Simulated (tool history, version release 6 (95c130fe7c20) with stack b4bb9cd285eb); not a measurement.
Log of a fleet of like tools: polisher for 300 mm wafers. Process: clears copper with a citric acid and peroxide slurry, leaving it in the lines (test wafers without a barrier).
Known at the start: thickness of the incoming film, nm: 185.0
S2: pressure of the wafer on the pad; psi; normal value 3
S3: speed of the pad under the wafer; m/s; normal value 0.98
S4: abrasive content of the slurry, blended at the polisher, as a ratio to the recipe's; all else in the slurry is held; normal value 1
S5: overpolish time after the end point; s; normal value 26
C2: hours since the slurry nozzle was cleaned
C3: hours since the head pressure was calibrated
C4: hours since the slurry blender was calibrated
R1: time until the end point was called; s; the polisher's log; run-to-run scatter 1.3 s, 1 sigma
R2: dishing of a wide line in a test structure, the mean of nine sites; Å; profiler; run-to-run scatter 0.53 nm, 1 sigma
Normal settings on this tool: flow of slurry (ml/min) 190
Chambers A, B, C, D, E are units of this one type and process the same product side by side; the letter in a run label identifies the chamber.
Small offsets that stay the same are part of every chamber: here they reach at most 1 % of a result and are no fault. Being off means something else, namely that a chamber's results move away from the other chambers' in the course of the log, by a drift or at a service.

At hour 7.1: chamber B: slurry blender recalibrated.
At hour 7.3: chamber D: worn pad replaced by a new one.
Run 1E, hour 11.2: usual settings; wafers polished on this pad 740; C2 381.5; C3 422.3; C4 146.1. Result: R1 92.766 s, R2 342.33 Å.
Run 2A, hour 19.5: usual settings; wafers polished on this pad 819; C2 362.1; C3 158.1; C4 120.8. Result: R1 89.065 s, R2 344.63 Å.
At hour 21.5: chamber D: slurry blender recalibrated.
Run 3D, hour 25.4: usual settings; wafers polished on this pad 207; C2 384.8; C3 32.1; C4 4. Result: R1 88.639 s, R2 342.79 Å.
At hour 26.9: chamber E: worn pad replaced by a new one.
Run 4B, hour 33.4: usual settings; wafers polished on this pad 1328; C2 116.3; C3 33.6; C4 26.3. Result: R1 88.992 s, R2 332.77 Å.
At hour 35.7: chamber B: worn pad replaced by a new one.
At hour 39.9: chamber C: slurry nozzle cleaned.
Run 5C, hour 45.5: usual settings; wafers polished on this pad 724; C2 5.6; C3 64.6; C4 147. Result: R1 92.02 s, R2 340.52 Å.
Run 6E, hour 58.1: usual settings; wafers polished on this pad 357; C2 428.4; C3 469.2; C4 193. Result: R1 90.321 s, R2 328.42 Å.
At hour 62: chamber A: worn pad replaced by a new one.
Run 7B, hour 70.5: usual settings but flow of slurry (ml/min) 150; wafers polished on this pad 398; C2 153.4; C3 70.7; C4 63.4. Result: R1 90.97 s, R2 332.78 Å.
Run 8A, hour 82.7: usual settings but flow of slurry (ml/min) 150; wafers polished on this pad 237; C2 425.3; C3 221.3; C4 184. Result: R1 91.897 s, R2 331.7 Å.
Run 9C, hour 91.4: usual settings but flow of slurry (ml/min) 150; wafers polished on this pad 1248; C2 51.5; C3 110.5; C4 192.9. Result: R1 92.721 s, R2 330.23 Å.
At hour 92.7: chamber E: slurry nozzle cleaned.
Run 10D, hour 97.8: usual settings but flow of slurry (ml/min) 150; wafers polished on this pad 1033; C2 457.2; C3 104.5; C4 76.4. Result: R1 92.868 s, R2 331.95 Å.
At hour 98.7: chamber D: worn pad replaced by a new one.
At hour 107.8: chamber C: worn pad replaced by a new one.
At hour 108.4: chamber E: worn pad replaced by a new one.
Run 11B, hour 108.4: usual settings but flow of slurry (ml/min) 150; wafers polished on this pad 830; C2 191.3; C3 108.6; C4 101.3. Result: R1 90.912 s, R2 328.61 Å.
Run 12A, hour 119.2: usual settings; wafers polished on this pad 653; C2 461.8; C3 257.8; C4 220.5. Result: R1 89.515 s, R2 337.09 Å.
Run 13C, hour 125.9: usual settings; wafers polished on this pad 207; C2 86; C3 145; C4 227.4. Result: R1 88.6 s, R2 337.42 Å.
Run 14E, hour 135.5: usual settings; wafers polished on this pad 309; C2 42.9; C3 546.6; C4 270.4. Result: R1 90.08 s, R2 335.68 Å.
Run 15D, hour 142.3: usual settings; wafers polished on this pad 498; C2 501.7; C3 149; C4 120.9. Result: R1 89.188 s, R2 337.88 Å.
At hour 147.5: chamber C: slurry blender recalibrated.
Run 16A, hour 150.9: usual settings but S2 3.6 psi, S5 40 s; wafers polished on this pad 1015; C2 493.5; C3 289.5; C4 252.2. Result: R1 73.419 s, R2 542.32 Å.
At hour 151.6: chamber E: slurry blender recalibrated.
At hour 152.5: chamber A: slurry blender recalibrated.
Run 17E, hour 157.7: usual settings but S2 3.6 psi, S5 40 s; wafers polished on this pad 563; C2 65.1; C3 568.8; C4 6.2. Result: R1 75.863 s, R2 535.2 Å.
At hour 158.2: chamber B: worn pad replaced by a new one.
Run 18C, hour 168: usual settings but S2 3.6 psi, S5 40 s; wafers polished on this pad 687; C2 128.1; C3 187.1; C4 20.6. Result: R1 75.706 s, R2 531.06 Å.
Run 19B, hour 176.5: usual settings but S2 3.6 psi, S5 40 s; wafers polished on this pad 209; C2 259.4; C3 176.7; C4 169.4. Result: R1 75.542 s, R2 523.08 Å.
At hour 178.6: chamber D: worn pad replaced by a new one.
At hour 181: chamber A: worn pad replaced by a new one.
Run 20D, hour 188.2: usual settings but S2 3.6 psi, S5 40 s; wafers polished on this pad 110; C2 547.6; C3 194.9; C4 166.8. Result: R1 73.733 s, R2 545.7 Å.
At hour 190.5: chamber A: slurry nozzle cleaned.
At hour 191.7: chamber E: worn pad replaced by a new one.
Run 21E, hour 196.9: usual settings; wafers polished on this pad 60; C2 104.3; C3 608; C4 45.4. Result: R1 89.366 s, R2 335.28 Å.
At hour 201.4: chamber D: slurry nozzle cleaned.
At hour 204: chamber D: slurry blender recalibrated.
Run 22C, hour 207.1: usual settings; wafers polished on this pad 1133; C2 167.2; C3 226.2; C4 59.7. Result: R1 88.402 s, R2 342.25 Å.
Run 23D, hour 214.6: usual settings; wafers polished on this pad 411; C2 13.3; C3 221.3; C4 10.7. Result: R1 87.847 s, R2 335.01 Å.
At hour 219: chamber C: worn pad replaced by a new one.
Run 24A, hour 220.7: usual settings; wafers polished on this pad 454; C2 30.3; C3 359.3; C4 68.3. Result: R1 88.965 s, R2 337.61 Å.
Run 25B, hour 233.4: usual settings; wafers polished on this pad 858; C2 316.3; C3 233.6; C4 226.3. Result: R1 89.051 s, R2 337.93 Å.
Run 26E, hour 241.3: usual settings; wafers polished on this pad 566; C2 148.7; C3 652.4; C4 89.8. Result: R1 91.04 s, R2 345.42 Å.
Run 27A, hour 247.8: usual settings; wafers polished on this pad 763; C2 57.4; C3 386.4; C4 95.4. Result: R1 87.885 s, R2 340.23 Å.
Run 28C, hour 256.8: usual settings; wafers polished on this pad 432; C2 216.9; C3 275.9; C4 109.4. Result: R1 90.989 s, R2 347.52 Å.
Run 29D, hour 265: usual settings; wafers polished on this pad 986; C2 63.7; C3 271.7; C4 61.1. Result: R1 91.674 s, R2 340.08 Å.
At hour 272.9: chamber D: worn pad replaced by a new one.
At hour 274.8: chamber B: worn pad replaced by a new one.
At hour 276.9: chamber E: worn pad replaced by a new one.
Run 30B, hour 277: usual settings; wafers polished on this pad 25; C2 359.9; C3 277.2; C4 269.9. Result: R1 88.054 s, R2 332.53 Å.
Run 31A, hour 283.7: usual settings; wafers polished on this pad 1173; C2 93.3; C3 422.3; C4 131.3. Result: R1 89.408 s, R2 341.85 Å.
At hour 284.3: chamber B: slurry blender recalibrated.
At hour 286.8: chamber A: worn pad replaced by a new one.
Run 32D, hour 292.2: usual settings; wafers polished on this pad 221; C2 90.9; C3 298.9; C4 88.3. Result: R1 90.108 s, R2 332.49 Å.
Run 33C, hour 299.6: usual settings; wafers polished on this pad 920; C2 259.7; C3 318.7; C4 152.2. Result: R1 91.289 s, R2 337.43 Å.
Run 34E, hour 310.9: usual settings; wafers polished on this pad 388; C2 218.3; C3 722; C4 159.4. Result: R1 89.96 s, R2 336.34 Å.
Run 35B, hour 322.4: usual settings; wafers polished on this pad 543; C2 405.3; C3 322.6; C4 38.1. Result: R1 87.874 s, R2 339.39 Å.
Run 36C, hour 333.6: usual settings; wafers polished on this pad 1308; C2 293.7; C3 352.7; C4 186.2. Result: R1 89.816 s, R2 336.08 Å.
Run 37B, hour 346.4: usual settings; wafers polished on this pad 817; C2 429.3; C3 346.6; C4 62.1. Result: R1 91.056 s, R2 333.91 Å.
Run 38A, hour 352.7: usual settings; wafers polished on this pad 753; C2 162.3; C3 491.3; C4 200.3. Result: R1 87.937 s, R2 344.7 Å.
At hour 360.9: chamber C: worn pad replaced by a new one.
At hour 361.4: chamber D: worn pad replaced by a new one.
Run 39E, hour 365.1: usual settings; wafers polished on this pad 1007; C2 272.5; C3 776.2; C4 213.6. Result: R1 89.845 s, R2 335.89 Å.
At hour 366.1: chamber E: worn pad replaced by a new one.
Run 40D, hour 375.8: usual settings but flow of slurry (ml/min) 240; wafers polished on this pad 165; C2 174.5; C3 382.5; C4 171.9. Result: R1 87.451 s, R2 346.36 Å.
At hour 379.9: chamber D: slurry blender recalibrated.
At hour 382.3: chamber B: worn pad replaced by a new one.
At hour 382.9: chamber E: slurry blender recalibrated.
Run 41E, hour 387.5: usual settings but flow of slurry (ml/min) 240; wafers polished on this pad 244; C2 294.9; C3 798.6; C4 4.7. Result: R1 88.137 s, R2 334.69 Å.
Run 42D, hour 397: usual settings but flow of slurry (ml/min) 240; wafers polished on this pad 407; C2 195.7; C3 403.7; C4 17.2. Result: R1 87.265 s, R2 341.63 Å.
At hour 399.9: chamber B: slurry nozzle cleaned.
At hour 404.5: chamber C: slurry blender recalibrated.
Run 43B, hour 405.2: usual settings but flow of slurry (ml/min) 240; wafers polished on this pad 261; C2 5.4; C3 405.4; C4 120.9. Result: R1 86.107 s, R2 348.15 Å.
Run 44C, hour 411.1: usual settings but flow of slurry (ml/min) 240; wafers polished on this pad 573; C2 371.2; C3 430.2; C4 6.6. Result: R1 89.78 s, R2 347.55 Å.

Decide between three cases: one chamber stands off from its peers, the gauge reading all wafers drifts, or nothing is wrong past each chamber's small offset. Where a chamber is off, say which and what most likely put it there.

Nothing is wrong: each chamber keeps only its own small, steady offset and the gauge holds still.
